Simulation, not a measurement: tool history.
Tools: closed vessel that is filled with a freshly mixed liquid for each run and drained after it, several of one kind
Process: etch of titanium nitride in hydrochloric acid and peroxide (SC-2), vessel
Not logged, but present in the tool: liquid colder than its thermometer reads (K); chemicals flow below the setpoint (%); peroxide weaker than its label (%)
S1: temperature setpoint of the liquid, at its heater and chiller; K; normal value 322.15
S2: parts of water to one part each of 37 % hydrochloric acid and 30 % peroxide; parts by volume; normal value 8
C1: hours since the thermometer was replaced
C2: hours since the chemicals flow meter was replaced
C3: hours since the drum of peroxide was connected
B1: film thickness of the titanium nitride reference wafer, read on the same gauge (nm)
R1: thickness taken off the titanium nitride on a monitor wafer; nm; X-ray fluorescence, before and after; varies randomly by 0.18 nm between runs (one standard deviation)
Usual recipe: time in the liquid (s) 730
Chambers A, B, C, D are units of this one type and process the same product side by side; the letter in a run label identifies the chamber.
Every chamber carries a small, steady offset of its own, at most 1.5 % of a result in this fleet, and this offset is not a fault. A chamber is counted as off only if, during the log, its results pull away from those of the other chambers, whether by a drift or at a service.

{"run": "1B", "hour": 11.9, "S1": 322.15, "S2": 8, "time in the liquid (s)": 730, "C1": 298.9, "C2": 312.1, "C3": 344.6, "B1": 99.99, "R1": 28.629}
{"hour": 18.0, "done": "chamber B: new drum of peroxide connected"}
{"run": "2D", "hour": 21.2, "S1": 322.15, "S2": 8, "time in the liquid (s)": 730, "C1": 2321.2, "C2": 145.3, "C3": 752.2, "B1": 100.01, "R1": 28.842}
{"run": "3A", "hour": 30.2, "S1": 322.15, "S2": 8, "time in the liquid (s)": 730, "C1": 398.5, "C2": 75.3, "C3": 448.9, "B1": 100.01, "R1": 28.791}
{"hour": 34.5, "done": "chamber A: new drum of peroxide connected"}
{"run": "4C", "hour": 37.2, "S1": 322.15, "S2": 8, "time in the liquid (s)": 730, "C1": 1624.6, "C2": 1453.7, "C3": 683.2, "B1": 99.992, "R1": 29.186}
{"run": "5D", "hour": 49.3, "S1": 322.15, "S2": 8, "time in the liquid (s)": 730, "C1": 2349.3, "C2": 173.4, "C3": 780.3, "B1": 100.01, "R1": 28.868}
{"run": "6C", "hour": 61.2, "S1": 322.15, "S2": 8, "time in the liquid (s)": 730, "C1": 1648.6, "C2": 1477.7, "C3": 707.2, "B1": 100.01, "R1": 28.75}
{"run": "7B", "hour": 68.9, "S1": 322.15, "S2": 8, "time in the liquid (s)": 730, "C1": 355.9, "C2": 369.1, "C3": 51, "B1": 99.996, "R1": 28.536}
{"run": "8A", "hour": 80.0, "S1": 322.15, "S2": 8, "time in the liquid (s)": 730, "C1": 448.3, "C2": 125.1, "C3": 45.5, "B1": 99.992, "R1": 28.244}
{"run": "9A", "hour": 86.5, "S1": 322.15, "S2": 8, "time in the liquid (s)": 730, "C1": 454.8, "C2": 131.6, "C3": 52, "B1": 99.971, "R1": 28.462}
{"run": "10B", "hour": 96.1, "S1": 322.15, "S2": 8, "time in the liquid (s)": 730, "C1": 383.1, "C2": 396.3, "C3": 78.2, "B1": 99.996, "R1": 28.689}
{"run": "11C", "hour": 103.0, "S1": 322.15, "S2": 8, "time in the liquid (s)": 730, "C1": 1690.4, "C2": 1519.5, "C3": 749, "B1": 99.986, "R1": 29.029}
{"run": "12D", "hour": 116.1, "S1": 322.15, "S2": 8, "time in the liquid (s)": 730, "C1": 2416.1, "C2": 240.2, "C3": 847.1, "B1": 99.981, "R1": 28.553}
{"run": "13B", "hour": 126.9, "S1": 322.15, "S2": 8, "time in the liquid (s)": 730, "C1": 413.9, "C2": 427.1, "C3": 109, "B1": 99.996, "R1": 28.634}
{"run": "14D", "hour": 134.4, "S1": 322.15, "S2": 8, "time in the liquid (s)": 730, "C1": 2434.4, "C2": 258.5, "C3": 865.4, "B1": 99.998, "R1": 28.407}
{"run": "15C", "hour": 141.0, "S1": 322.15, "S2": 8, "time in the liquid (s)": 730, "C1": 1728.4, "C2": 1557.5, "C3": 787, "B1": 99.999, "R1": 29.285}
{"run": "16A", "hour": 152.7, "S1": 322.15, "S2": 8, "time in the liquid (s)": 730, "C1": 521, "C2": 197.8, "C3": 118.2, "B1": 100.01, "R1": 27.918}
{"hour": 153.9, "done": "chamber D: thermometer replaced"}
{"run": "17C", "hour": 159.9, "S1": 322.15, "S2": 8, "time in the liquid (s)": 730, "C1": 1747.3, "C2": 1576.4, "C3": 805.9, "B1": 100.02, "R1": 29.087}
{"hour": 165.1, "done": "chamber C: new drum of peroxide connected"}
{"run": "18D", "hour": 169.9, "S1": 322.15, "S2": 10.5, "time in the liquid (s)": 730, "C1": 16.1, "C2": 294, "C3": 900.9, "B1": 99.984, "R1": 22.841}
{"hour": 170.3, "done": "chamber D: new drum of peroxide connected"}
{"run": "19A", "hour": 178.7, "S1": 322.15, "S2": 10.5, "time in the liquid (s)": 730, "C1": 547, "C2": 223.8, "C3": 144.2, "B1": 100, "R1": 21.939}
{"run": "20B", "hour": 190.3, "S1": 322.15, "S2": 10.5, "time in the liquid (s)": 730, "C1": 477.3, "C2": 490.5, "C3": 172.4, "B1": 100, "R1": 22.807}
{"run": "21A", "hour": 198.5, "S1": 322.15, "S2": 10.5, "time in the liquid (s)": 730, "C1": 566.8, "C2": 243.6, "C3": 164, "B1": 99.988, "R1": 22.02}
{"hour": 202.1, "done": "chamber C: thermometer replaced"}
{"run": "22D", "hour": 209.4, "S1": 322.15, "S2": 8, "time in the liquid (s)": 730, "C1": 55.6, "C2": 333.5, "C3": 39.1, "B1": 99.989, "R1": 28.728}
{"run": "23B", "hour": 216.6, "S1": 322.15, "S2": 8, "time in the liquid (s)": 730, "C1": 503.6, "C2": 516.8, "C3": 198.7, "B1": 99.992, "R1": 28.439}
{"run": "24C", "hour": 222.9, "S1": 322.15, "S2": 8, "time in the liquid (s)": 730, "C1": 20.9, "C2": 1639.4, "C3": 57.9, "B1": 99.991, "R1": 29.047}
{"run": "25A", "hour": 234.8, "S1": 322.15, "S2": 8, "time in the liquid (s)": 730, "C1": 603.1, "C2": 279.9, "C3": 200.3, "B1": 99.987, "R1": 26.887}
{"run": "26B", "hour": 243.5, "S1": 322.15, "S2": 8, "time in the liquid (s)": 730, "C1": 530.5, "C2": 543.7, "C3": 225.6, "B1": 100.01, "R1": 28.793}
{"run": "27D", "hour": 256.5, "S1": 322.15, "S2": 8, "time in the liquid (s)": 730, "C1": 102.7, "C2": 380.6, "C3": 86.2, "B1": 100.01, "R1": 28.815}
{"run": "28C", "hour": 266.7, "S1": 322.15, "S2": 8, "time in the liquid (s)": 730, "C1": 64.7, "C2": 1683.2, "C3": 101.7, "B1": 100.01, "R1": 28.936}
{"run": "29C", "hour": 276.0, "S1": 322.15, "S2": 8, "time in the liquid (s)": 730, "C1": 74, "C2": 1692.5, "C3": 111, "B1": 99.988, "R1": 29.033}
{"run": "30B", "hour": 285.8, "S1": 318.65, "S2": 8, "time in the liquid (s)": 730, "C1": 572.8, "C2": 586, "C3": 267.9, "B1": 100.02, "R1": 22.52}

Which is it: a chamber that has drifted or been left off by a service, a gauge drift common to all chambers, or only each chamber's usual small offset? If a chamber is off, name it and its likeliest cause.

Chamber A drifts away from the others.
Most likely cause: liquid colder than its thermometer reads (K) = 1.32.
It could be hard to tell apart here from: chemicals flow below the setpoint (%); peroxide weaker than its label (%).

Here are 4 candidates for chamber A's next run, each the usual settings with a change, their results left as question marks. Which one brings its results back in line with what the others give on the usual settings?
In line means no further than this from the other chambers' mean on the usual settings: R1 0.64 nm
{"run": "31A-1", "hour": 295.6, "S1": 322.65, "S2": 8, "time in the liquid (s)": 745, "R1": "?"}
{"run": "31A-2", "hour": 295.6, "S1": 322.15, "S2": 8.5, "time in the liquid (s)": 730, "R1": "?"}
{"run": "31A-3", "hour": 295.6, "S1": 322.15, "S2": 8, "time in the liquid (s)": 660, "R1": "?"}
{"run": "31A-4", "hour": 295.6, "S1": 323.65, "S2": 8, "time in the liquid (s)": 730, "R1": "?"}

The mean the other chambers reach with the usual settings: R1 28.843 nm
run=31A-1 R1=27.799
run=31A-2 R1=25.093
run=31A-3 R1=23.81
run=31A-4 R1=29.114
It is 31A-4 that realigns the chamber with its peers.
